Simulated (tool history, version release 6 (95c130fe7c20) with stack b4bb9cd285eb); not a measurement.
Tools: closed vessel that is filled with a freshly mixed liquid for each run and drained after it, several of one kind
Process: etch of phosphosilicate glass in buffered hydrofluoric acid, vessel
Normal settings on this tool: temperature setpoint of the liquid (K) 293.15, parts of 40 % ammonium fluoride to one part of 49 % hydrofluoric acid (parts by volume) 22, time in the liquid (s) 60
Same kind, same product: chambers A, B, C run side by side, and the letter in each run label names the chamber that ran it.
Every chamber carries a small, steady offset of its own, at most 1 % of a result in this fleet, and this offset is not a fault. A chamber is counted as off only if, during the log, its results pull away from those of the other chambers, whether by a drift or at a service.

run	hour	temperature setpoint of the liquid (K)	parts of 40 % ammonium fluoride to one part of 49 % hydrofluoric acid (parts by volume)	time in the liquid (s)	read-back film thickness of the phosphosilicate glass reference wafer, read on the same gauge (nm)	thickness taken off the phosphosilicate glass on a monitor wafer (Å)
1C	4.4	293.15	22	60	39.998	2127.7
2A	8.5	293.15	22	60	39.992	2177.3
3B	13.1	293.15	22	60	40.014	2174.6
4B	15.9	293.15	22	60	40.008	2169
5A	18.8	293.15	22	60	39.991	2163.7
6C	23.5	293.15	28	60	39.987	1812.7
7C	27.6	293.15	28	60	39.991	1803
8B	30.7	293.15	28	60	39.999	1839.8
9A	33.7	293.15	22	60	40.023	2161.4
10B	38.1	293.15	22	60	39.988	2157.1
11A	40.2	293.15	22	60	39.993	2155.6
12C	43.7	293.15	22	60	40.005	2174.8
13B	45.7	293.15	22	60	40.008	2126.4
14C	47.8	293.15	22	60	39.984	2167.2
15A	50.5	293.15	22	60	40.006	2168.8
16C	54.1	293.15	22	60	40.012	2167
17A	58.6	293.15	22	60	39.985	2154.4
# hour 59.6: chamber A: hydrofluoric acid flow meter replaced
18B	62.5	293.15	22	60	39.998	2154
19A	66.5	296.65	22	60	40.008	2627.2
20C	68.6	296.65	22	60	40.001	2617.8
21B	70.8	296.65	22	60	40.004	2615.7
22B	75.1	293.15	22	30	39.996	1061.5
23A	77.4	293.15	22	30	39.994	1079.6
24C	81.5	293.15	22	30	40.018	1090.5
25A	84.2	293.15	22	60	40.027	2182.2
26B	87.4	293.15	29.5	45	39.987	1294.1
27C	90.4	293.15	29.5	45	40.007	1315
28A	94.4	293.15	29.5	45	40.003	1330.5
29B	97.1	293.15	22	60	39.989	2127.1
30C	99.4	290.65	22	45	40.008	1403.2
31B	102.4	290.65	22	45	39.989	1369.6
32C	104.6	290.65	22	45	40.014	1394.7
33A	108.6	293.15	22	60	40.012	2164.1
34C	112.7	295.65	22	35	40.006	1430.6
35B	115.5	295.65	22	35	40.004	1401.4
36A	119.6	295.65	22	35	40.019	1448.1
37A	121.7	293.15	22	80	40.02	2864.2
38C	125.1	293.15	22	80	40.004	2880
39B	128.9	293.15	22	80	39.996	2757.1
40A	132.4	293.15	19	60	39.995	2396.6
41B	136.6	293.15	19	60	40.007	2320.2
42C	138.8	293.15	19	60	40.017	2445.3

Next, every chamber runs the same settings. What will each give?
43A	142.1	293.15	22	60		?
43B	142.1	293.15	22	60		?
43C	142.1	293.15	22	60		?

run	thickness taken off the phosphosilicate glass on a monitor wafer (Å)
43A	2158.5
43B	2051.5
43C	2144.6
